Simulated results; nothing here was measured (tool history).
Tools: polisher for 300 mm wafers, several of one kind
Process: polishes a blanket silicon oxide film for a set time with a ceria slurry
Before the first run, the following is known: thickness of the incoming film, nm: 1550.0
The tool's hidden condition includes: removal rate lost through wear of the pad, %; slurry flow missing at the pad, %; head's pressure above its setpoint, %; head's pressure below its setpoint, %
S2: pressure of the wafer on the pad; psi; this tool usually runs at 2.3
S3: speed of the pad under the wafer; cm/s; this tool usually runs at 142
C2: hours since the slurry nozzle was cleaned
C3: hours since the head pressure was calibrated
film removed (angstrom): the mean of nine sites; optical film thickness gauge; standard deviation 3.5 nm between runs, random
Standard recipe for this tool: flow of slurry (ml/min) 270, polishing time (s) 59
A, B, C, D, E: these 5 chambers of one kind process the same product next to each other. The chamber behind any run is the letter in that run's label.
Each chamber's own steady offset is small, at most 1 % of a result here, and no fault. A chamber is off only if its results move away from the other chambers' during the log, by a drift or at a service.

{"run": "1D", "hour": 6.1, "flow of slurry (ml/min)": 270, "S2": 2.3, "S3": 142, "polishing time (s)": 59, "wafers polished on this pad": 259, "C2": 167.4, "C3": 818.2, "film removed (angstrom)": 3075.5}
{"hour": 8.1, "done": "chamber D: head pressure recalibrated"}
{"hour": 9.1, "done": "chamber E: head pressure recalibrated"}
{"run": "2B", "hour": 11.3, "flow of slurry (ml/min)": 270, "S2": 2.3, "S3": 142, "polishing time (s)": 59, "wafers polished on this pad": 948, "C2": 173, "C3": 193, "film removed (angstrom)": 3137.6}
{"run": "3C", "hour": 14.2, "flow of slurry (ml/min)": 270, "S2": 2.3, "S3": 142, "polishing time (s)": 59, "wafers polished on this pad": 590, "C2": 248.5, "C3": 901.5, "film removed (angstrom)": 3131.2}
{"run": "4E", "hour": 20.2, "flow of slurry (ml/min)": 270, "S2": 2.3, "S3": 142, "polishing time (s)": 59, "wafers polished on this pad": 794, "C2": 386.4, "C3": 11.2, "film removed (angstrom)": 3037.5}
{"hour": 21.9, "done": "chamber C: worn pad replaced by a new one"}
{"hour": 23.7, "done": "chamber A: head pressure recalibrated"}
{"run": "5A", "hour": 24.4, "flow of slurry (ml/min)": 270, "S2": 2.3, "S3": 142, "polishing time (s)": 59, "wafers polished on this pad": 417, "C2": 155.4, "C3": 0.8, "film removed (angstrom)": 3194}
{"run": "6B", "hour": 30.1, "flow of slurry (ml/min)": 270, "S2": 2.9, "S3": 142, "polishing time (s)": 59, "wafers polished on this pad": 1145, "C2": 191.8, "C3": 211.8, "film removed (angstrom)": 3934}
{"run": "7E", "hour": 35.0, "flow of slurry (ml/min)": 270, "S2": 2.9, "S3": 142, "polishing time (s)": 59, "wafers polished on this pad": 949, "C2": 401.2, "C3": 26, "film removed (angstrom)": 3905.5}
{"hour": 36.6, "done": "chamber B: worn pad replaced by a new one"}
{"run": "8A", "hour": 41.5, "flow of slurry (ml/min)": 270, "S2": 2.9, "S3": 142, "polishing time (s)": 59, "wafers polished on this pad": 596, "C2": 172.5, "C3": 17.9, "film removed (angstrom)": 3970.3}
{"run": "9C", "hour": 45.6, "flow of slurry (ml/min)": 270, "S2": 2.9, "S3": 142, "polishing time (s)": 59, "wafers polished on this pad": 248, "C2": 279.9, "C3": 932.9, "film removed (angstrom)": 3894}
{"hour": 49.3, "done": "chamber E: worn pad replaced by a new one"}
{"hour": 49.3, "done": "chamber A: worn pad replaced by a new one"}
{"run": "10D", "hour": 52.2, "flow of slurry (ml/min)": 270, "S2": 2.9, "S3": 142, "polishing time (s)": 59, "wafers polished on this pad": 742, "C2": 213.5, "C3": 44.2, "film removed (angstrom)": 3885.9}
{"run": "11B", "hour": 55.3, "flow of slurry (ml/min)": 270, "S2": 2.3, "S3": 142, "polishing time (s)": 59, "wafers polished on this pad": 196, "C2": 217, "C3": 237, "film removed (angstrom)": 3125.9}
{"run": "12D", "hour": 59.0, "flow of slurry (ml/min)": 270, "S2": 2.3, "S3": 142, "polishing time (s)": 59, "wafers polished on this pad": 813, "C2": 220.3, "C3": 51, "film removed (angstrom)": 3096.2}
{"run": "13E", "hour": 65.6, "flow of slurry (ml/min)": 270, "S2": 2.3, "S3": 142, "polishing time (s)": 59, "wafers polished on this pad": 171, "C2": 431.8, "C3": 56.6, "film removed (angstrom)": 3098.5}
{"run": "14C", "hour": 71.9, "flow of slurry (ml/min)": 270, "S2": 2.3, "S3": 142, "polishing time (s)": 59, "wafers polished on this pad": 523, "C2": 306.2, "C3": 959.2, "film removed (angstrom)": 3122.8}
{"run": "15A", "hour": 77.9, "flow of slurry (ml/min)": 270, "S2": 2.3, "S3": 142, "polishing time (s)": 59, "wafers polished on this pad": 300, "C2": 208.9, "C3": 54.3, "film removed (angstrom)": 3127.7}
{"hour": 81.1, "done": "chamber C: worn pad replaced by a new one"}
{"run": "16A", "hour": 83.9, "flow of slurry (ml/min)": 270, "S2": 2.3, "S3": 142, "polishing time (s)": 59, "wafers polished on this pad": 363, "C2": 214.9, "C3": 60.3, "film removed (angstrom)": 3160.5}
{"hour": 88.0, "done": "chamber D: worn pad replaced by a new one"}
{"run": "17D", "hour": 90.3, "flow of slurry (ml/min)": 270, "S2": 2.3, "S3": 142, "polishing time (s)": 59, "wafers polished on this pad": 24, "C2": 251.6, "C3": 82.3, "film removed (angstrom)": 3114.7}
{"run": "18B", "hour": 93.8, "flow of slurry (ml/min)": 305, "S2": 2.3, "S3": 110, "polishing time (s)": 59, "wafers polished on this pad": 599, "C2": 255.5, "C3": 275.5, "film removed (angstrom)": 2416.4}
{"run": "19C", "hour": 98.2, "flow of slurry (ml/min)": 305, "S2": 2.3, "S3": 110, "polishing time (s)": 59, "wafers polished on this pad": 179, "C2": 332.5, "C3": 985.5, "film removed (angstrom)": 2491.5}
{"run": "20E", "hour": 101.6, "flow of slurry (ml/min)": 305, "S2": 2.3, "S3": 110, "polishing time (s)": 59, "wafers polished on this pad": 548, "C2": 467.8, "C3": 92.6, "film removed (angstrom)": 2469.8}
{"run": "21A", "hour": 107.8, "flow of slurry (ml/min)": 305, "S2": 2.3, "S3": 110, "polishing time (s)": 59, "wafers polished on this pad": 613, "C2": 238.8, "C3": 84.2, "film removed (angstrom)": 2516.9}
{"run": "22E", "hour": 111.7, "flow of slurry (ml/min)": 305, "S2": 2.3, "S3": 110, "polishing time (s)": 59, "wafers polished on this pad": 653, "C2": 477.9, "C3": 102.7, "film removed (angstrom)": 2462.6}
{"run": "23C", "hour": 115.9, "flow of slurry (ml/min)": 270, "S2": 2.3, "S3": 142, "polishing time (s)": 59, "wafers polished on this pad": 364, "C2": 350.2, "C3": 1003.2, "film removed (angstrom)": 3124.7}
{"run": "24B", "hour": 120.0, "flow of slurry (ml/min)": 270, "S2": 2.3, "S3": 142, "polishing time (s)": 59, "wafers polished on this pad": 873, "C2": 281.7, "C3": 301.7, "film removed (angstrom)": 3089.3}
{"run": "25D", "hour": 123.1, "flow of slurry (ml/min)": 185, "S2": 2.3, "S3": 142, "polishing time (s)": 79, "wafers polished on this pad": 368, "C2": 284.4, "C3": 115.1, "film removed (angstrom)": 3962.3}
{"run": "26B", "hour": 127.6, "flow of slurry (ml/min)": 185, "S2": 2.3, "S3": 142, "polishing time (s)": 79, "wafers polished on this pad": 953, "C2": 289.3, "C3": 309.3, "film removed (angstrom)": 3846.7}
{"hour": 127.8, "done": "chamber A: worn pad replaced by a new one"}
{"run": "27C", "hour": 131.9, "flow of slurry (ml/min)": 185, "S2": 2.3, "S3": 142, "polishing time (s)": 79, "wafers polished on this pad": 532, "C2": 366.2, "C3": 1019.2, "film removed (angstrom)": 3970.7}
{"hour": 132.6, "done": "chamber C: head pressure recalibrated"}
{"hour": 132.7, "done": "chamber C: worn pad replaced by a new one"}
{"run": "28A", "hour": 134.9, "flow of slurry (ml/min)": 185, "S2": 2.3, "S3": 142, "polishing time (s)": 79, "wafers polished on this pad": 75, "C2": 265.9, "C3": 111.3, "film removed (angstrom)": 4024.2}
{"run": "29E", "hour": 138.5, "flow of slurry (ml/min)": 185, "S2": 2.3, "S3": 142, "polishing time (s)": 79, "wafers polished on this pad": 934, "C2": 504.7, "C3": 129.5, "film removed (angstrom)": 3978.7}
{"hour": 143.6, "done": "chamber B: worn pad replaced by a new one"}
{"run": "30D", "hour": 145.0, "flow of slurry (ml/min)": 270, "S2": 2.3, "S3": 142, "polishing time (s)": 59, "wafers polished on this pad": 597, "C2": 306.3, "C3": 137, "film removed (angstrom)": 3122.1}
{"run": "31A", "hour": 149.0, "flow of slurry (ml/min)": 270, "S2": 2.3, "S3": 142, "polishing time (s)": 59, "wafers polished on this pad": 222, "C2": 280, "C3": 125.4, "film removed (angstrom)": 3152.7}
{"run": "32D", "hour": 154.1, "flow of slurry (ml/min)": 335, "S2": 2.3, "S3": 142, "polishing time (s)": 59, "wafers polished on this pad": 692, "C2": 315.4, "C3": 146.1, "film removed (angstrom)": 3143.3}
{"run": "33B", "hour": 158.8, "flow of slurry (ml/min)": 335, "S2": 2.3, "S3": 142, "polishing time (s)": 59, "wafers polished on this pad": 159, "C2": 320.5, "C3": 340.5, "film removed (angstrom)": 3010.2}
{"run": "34E", "hour": 164.4, "flow of slurry (ml/min)": 335, "S2": 2.3, "S3": 142, "polishing time (s)": 59, "wafers polished on this pad": 1205, "C2": 530.6, "C3": 155.4, "film removed (angstrom)": 3202.6}
{"hour": 167.2, "done": "chamber C: slurry nozzle cleaned"}
{"hour": 167.7, "done": "chamber B: slurry nozzle cleaned"}
{"hour": 169.7, "done": "chamber E: worn pad replaced by a new one"}
{"run": "35C", "hour": 170.3, "flow of slurry (ml/min)": 335, "S2": 2.3, "S3": 142, "polishing time (s)": 59, "wafers polished on this pad": 394, "C2": 3.1, "C3": 37.8, "film removed (angstrom)": 3175.1}
{"run": "36B", "hour": 174.4, "flow of slurry (ml/min)": 335, "S2": 2.3, "S3": 142, "polishing time (s)": 59, "wafers polished on this pad": 322, "C2": 6.8, "C3": 356.1, "film removed (angstrom)": 2971.9}
{"run": "37C", "hour": 180.1, "flow of slurry (ml/min)": 270, "S2": 2.3, "S3": 142, "polishing time (s)": 59, "wafers polished on this pad": 497, "C2": 12.9, "C3": 47.6, "film removed (angstrom)": 3087.6}
{"run": "38A", "hour": 183.3, "flow of slurry (ml/min)": 270, "S2": 2.3, "S3": 142, "polishing time (s)": 59, "wafers polished on this pad": 581, "C2": 314.3, "C3": 159.7, "film removed (angstrom)": 3158}
{"run": "39E", "hour": 189.6, "flow of slurry (ml/min)": 270, "S2": 2.6, "S3": 142, "polishing time (s)": 69, "wafers polished on this pad": 208, "C2": 555.8, "C3": 180.6, "film removed (angstrom)": 4175.5}
{"run": "40D", "hour": 194.1, "flow of slurry (ml/min)": 270, "S2": 2.6, "S3": 142, "polishing time (s)": 69, "wafers polished on this pad": 1111, "C2": 355.4, "C3": 186.1, "film removed (angstrom)": 4157.5}
{"hour": 196.8, "done": "chamber D: slurry nozzle cleaned"}
{"run": "41A", "hour": 199.4, "flow of slurry (ml/min)": 270, "S2": 2.6, "S3": 142, "polishing time (s)": 69, "wafers polished on this pad": 750, "C2": 330.4, "C3": 175.8, "film removed (angstrom)": 4151.4}
{"run": "42D", "hour": 203.3, "flow of slurry (ml/min)": 270, "S2": 2.6, "S3": 142, "polishing time (s)": 69, "wafers polished on this pad": 1207, "C2": 6.6, "C3": 195.3, "film removed (angstrom)": 4193.9}
{"run": "43B", "hour": 206.2, "flow of slurry (ml/min)": 270, "S2": 2.6, "S3": 142, "polishing time (s)": 69, "wafers polished on this pad": 655, "C2": 38.6, "C3": 387.9, "film removed (angstrom)": 3807.6}

Read the log: is a single chamber off, either drifting away or since a service, is the gauge that measures every chamber drifting, or is nothing wrong beyond small per-chamber offsets? Name any odd chamber and what most likely caused it.

Little by little, chamber B moves away from the other chambers.
What lies behind it: head's pressure below its setpoint, % = 8.26.

Which of the 4 candidates below, each the usual settings with something changed and its results left as question marks, puts chamber B back in line with what the other chambers give on the usual settings?
Counts as in line when no further than this from what the other chambers average on the usual settings: film removed (angstrom) 120
{"run": "44B-1", "hour": 210.9, "flow of slurry (ml/min)": 335, "S2": 2.3, "S3": 142, "polishing time (s)": 59, "film removed (angstrom)": "?"}
{"run": "44B-2", "hour": 210.9, "flow of slurry (ml/min)": 270, "S2": 2.3, "S3": 140, "polishing time (s)": 59, "film removed (angstrom)": "?"}
{"run": "44B-3", "hour": 210.9, "flow of slurry (ml/min)": 270, "S2": 2.4, "S3": 146, "polishing time (s)": 61, "film removed (angstrom)": "?"}
{"run": "44B-4", "hour": 210.9, "flow of slurry (ml/min)": 270, "S2": 2.3, "S3": 142, "polishing time (s)": 54, "film removed (angstrom)": "?"}

The mean the other chambers reach with the usual settings: film removed (angstrom) 3136.6
run=44B-1 film_removed_(angstrom)=2893.1
run=44B-2 film_removed_(angstrom)=2798.5
run=44B-3 film_removed_(angstrom)=3146.1
run=44B-4 film_removed_(angstrom)=2597.5
44B-3 is the one that brings the chamber's results back in line with the other chambers.

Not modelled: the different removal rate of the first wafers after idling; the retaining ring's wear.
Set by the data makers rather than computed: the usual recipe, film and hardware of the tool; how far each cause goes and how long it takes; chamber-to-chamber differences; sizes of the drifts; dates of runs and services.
